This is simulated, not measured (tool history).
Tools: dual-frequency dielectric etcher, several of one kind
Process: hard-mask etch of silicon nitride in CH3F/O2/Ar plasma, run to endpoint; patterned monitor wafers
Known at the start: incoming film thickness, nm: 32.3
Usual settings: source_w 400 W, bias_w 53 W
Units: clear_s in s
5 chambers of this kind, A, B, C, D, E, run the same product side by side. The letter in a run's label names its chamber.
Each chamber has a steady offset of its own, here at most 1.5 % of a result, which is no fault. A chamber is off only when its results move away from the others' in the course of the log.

run   hour  source_w  bias_w  clear_s
 1A    7.4       400      53   51.427
 2C   13.6       400      53   51.888
 3D   21.6       400      53   51.548
 4B   27.5       400      53   51.175
 5E   37.2       400      53   52.633
 6A   45.4       470      48   49.679
      52.2  -- chamber E: bias power generator calibrated
 7D   53.9       470      48   50.118
 8C   60.3       470      48   50.518
 9B   65.9       470      48   49.766
10E   70.4       470      48   50.585
11B   80.2       400      53   51.437
12D   89.3       400      53   51.480
13E   93.9       320      45   59.858
14A   99.6       320      45   58.985
15C  108.0       320      45   59.804
16B  115.3       320      45   58.847
17A  121.3       320      45   59.436
18C  128.1       400      53   51.943
19E  134.0       400      53   52.034
20D  140.7       400      53   51.867
21A  147.9       470      53   48.413
     149.3  -- chamber A: wet clean of the chamber
22D  153.0       470      53   48.415
23B  160.2       470      53   48.357
24E  164.7       470      53   48.903
25C  173.6       470      53   49.376
26C  180.9       460      41   53.574
27D  186.1       460      41   53.115
28A  195.3       460      41   52.248
29B  201.4       460      41   52.477
30E  211.0       460      41   53.597
31E  216.6       350      53   55.314
     218.1  -- chamber B: wet clean of the chamber
32C  223.3       350      53   55.191
33B  228.0       350      53   54.245

Next, every chamber runs the same settings. What will each give?
34A  235.1       400      58        ?
34B  235.1       400      58        ?
34C  235.1       400      58        ?
34D  235.1       400      58        ?
34E  235.1       400      58        ?

run  clear_s
34A   49.780
34B   49.457
34C   50.828
34D   50.123
34E   50.571
